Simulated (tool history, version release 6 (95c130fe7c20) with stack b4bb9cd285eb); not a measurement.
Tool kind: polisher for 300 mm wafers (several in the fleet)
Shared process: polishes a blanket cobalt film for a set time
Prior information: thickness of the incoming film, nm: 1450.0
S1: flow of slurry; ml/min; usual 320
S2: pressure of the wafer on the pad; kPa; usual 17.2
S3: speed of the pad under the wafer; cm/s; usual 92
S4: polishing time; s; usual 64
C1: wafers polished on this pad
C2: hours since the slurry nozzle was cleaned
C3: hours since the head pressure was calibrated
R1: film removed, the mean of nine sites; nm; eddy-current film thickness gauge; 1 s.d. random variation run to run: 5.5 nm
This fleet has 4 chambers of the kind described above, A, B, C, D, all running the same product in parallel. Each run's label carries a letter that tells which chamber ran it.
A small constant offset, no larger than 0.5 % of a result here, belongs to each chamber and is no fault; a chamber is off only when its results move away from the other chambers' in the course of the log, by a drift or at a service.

At day 0.204: chamber B: worn pad replaced by a new one.
Run 1B, day 0.275: usual settings; C1 19; C2 555.0; C3 740.2. Result: R1 416.98 nm.
Run 2C, day 0.567: usual settings; C1 757; C2 297.7; C3 304.5. Result: R1 409.54 nm.
Run 3D, day 0.854: usual settings; C1 392; C2 297.0; C3 355.9. Result: R1 422.63 nm.
Run 4A, day 1.112: usual settings; C1 588; C2 536.7; C3 56.0. Result: R1 423.11 nm.
At day 1.242: chamber C: head pressure recalibrated.
Run 5A, day 1.475: usual settings; C1 684; C2 545.4; C3 64.7. Result: R1 416.99 nm.
Run 6B, day 1.812: usual settings; C1 429; C2 591.9; C3 777.1. Result: R1 419.13 nm.
At day 1.992: chamber C: worn pad replaced by a new one.
Run 7D, day 2.117: usual settings; C1 728; C2 327.3; C3 386.2. Result: R1 422.71 nm.
Run 8C, day 2.471: usual settings; C1 127; C2 343.4; C3 29.5. Result: R1 430.11 nm.
At day 2.717: chamber A: worn pad replaced by a new one.
Run 9D, day 2.746: usual settings; C1 896; C2 342.4; C3 401.3. Result: R1 426.70 nm.
Run 10B, day 3.042: usual settings but S3 104 cm/s; C1 756; C2 621.4; C3 806.6. Result: R1 470.40 nm.
At day 3.392: chamber A: slurry nozzle cleaned.
Run 11C, day 3.438: usual settings but S3 104 cm/s; C1 385; C2 366.6; C3 52.7. Result: R1 472.69 nm.
At day 3.596: chamber B: head pressure recalibrated.
At day 3.733: chamber D: worn pad replaced by a new one.
At day 3.821: chamber B: worn pad replaced by a new one.
Run 12A, day 3.846: usual settings but S3 104 cm/s; C1 300; C2 10.9; C3 121.6. Result: R1 473.59 nm.
Run 13A, day 4.108: usual settings but S3 104 cm/s; C1 370; C2 17.2; C3 127.9. Result: R1 473.59 nm.
Run 14D, day 4.408: usual settings; C1 180; C2 382.3; C3 441.2. Result: R1 415.90 nm.
Run 15C, day 4.671: usual settings; C1 714; C2 396.2; C3 82.3. Result: R1 415.81 nm.
Run 16B, day 5.054: usual settings; C1 329; C2 669.7; C3 35.1. Result: R1 387.62 nm.
Run 17C, day 5.342: usual settings; C1 893; C2 412.3; C3 98.4. Result: R1 422.45 nm.
Run 18B, day 5.750: usual settings; C1 515; C2 686.4; C3 51.8. Result: R1 376.89 nm.
Run 19A, day 5.938: usual settings; C1 858; C2 61.1; C3 171.8. Result: R1 423.77 nm.
At day 6.108: chamber C: worn pad replaced by a new one.
Run 20D, day 6.346: usual settings; C1 697; C2 428.8; C3 487.7. Result: R1 409.89 nm.
At day 6.654: chamber A: worn pad replaced by a new one.
Run 21D, day 6.688: usual settings; C1 788; C2 437.0; C3 495.9. Result: R1 412.25 nm.
Run 22C, day 6.871: usual settings but S2 13.8 kPa, S3 68 cm/s; C1 204; C2 449.0; C3 135.1. Result: R1 246.09 nm.
Run 23B, day 7.071: usual settings but S2 13.8 kPa, S3 68 cm/s; C1 867; C2 718.1; C3 83.5. Result: R1 229.17 nm.
Run 24A, day 7.383: usual settings but S2 13.8 kPa, S3 68 cm/s; C1 194; C2 95.8; C3 206.5. Result: R1 256.67 nm.
Run 25B, day 7.783: usual settings but S2 13.8 kPa, S3 68 cm/s; C1 1057; C2 735.2; C3 100.6. Result: R1 222.78 nm.
Run 26A, day 8.088: usual settings; C1 382; C2 112.7; C3 223.4. Result: R1 414.18 nm.
Run 27D, day 8.467: usual settings; C1 1262; C2 479.7; C3 538.6. Result: R1 416.31 nm.

Is one chamber out of step, is the gauge drifting, or do the chambers differ by no more than their own small offsets? For an off chamber, give its letter and the likeliest cause.

A service left chamber B off against the others.
Cause: head's pressure below its setpoint, % = 8.25.

Which of the 4 candidates below, each the usual settings with something changed and its results left as question marks, puts chamber B back in line with what the other chambers give on the usual settings?
In-line tolerance around the mean of the other chambers on the usual settings: R1 19.00 nm
Run 28B-1, day 8.771: usual settings but S2 16.5 kPa, S3 88 cm/s, S4 62 s. Result: R1 ?.
Run 28B-2, day 8.771: usual settings but S2 15.2 kPa, S3 84 cm/s. Result: R1 ?.
Run 28B-3, day 8.771: usual settings but S2 18.6 kPa, S3 98 cm/s, S4 68 s. Result: R1 ?.
Run 28B-4, day 8.771: usual settings but S2 19.3 kPa. Result: R1 ?.

On the usual settings, the other chambers give on average: R1 418.86 nm
  run      R1
28B-1  338.26
28B-2  305.90
28B-3  464.17
28B-4  425.00
Change 28B-4 lands the chamber within the allowed miss of the other chambers.

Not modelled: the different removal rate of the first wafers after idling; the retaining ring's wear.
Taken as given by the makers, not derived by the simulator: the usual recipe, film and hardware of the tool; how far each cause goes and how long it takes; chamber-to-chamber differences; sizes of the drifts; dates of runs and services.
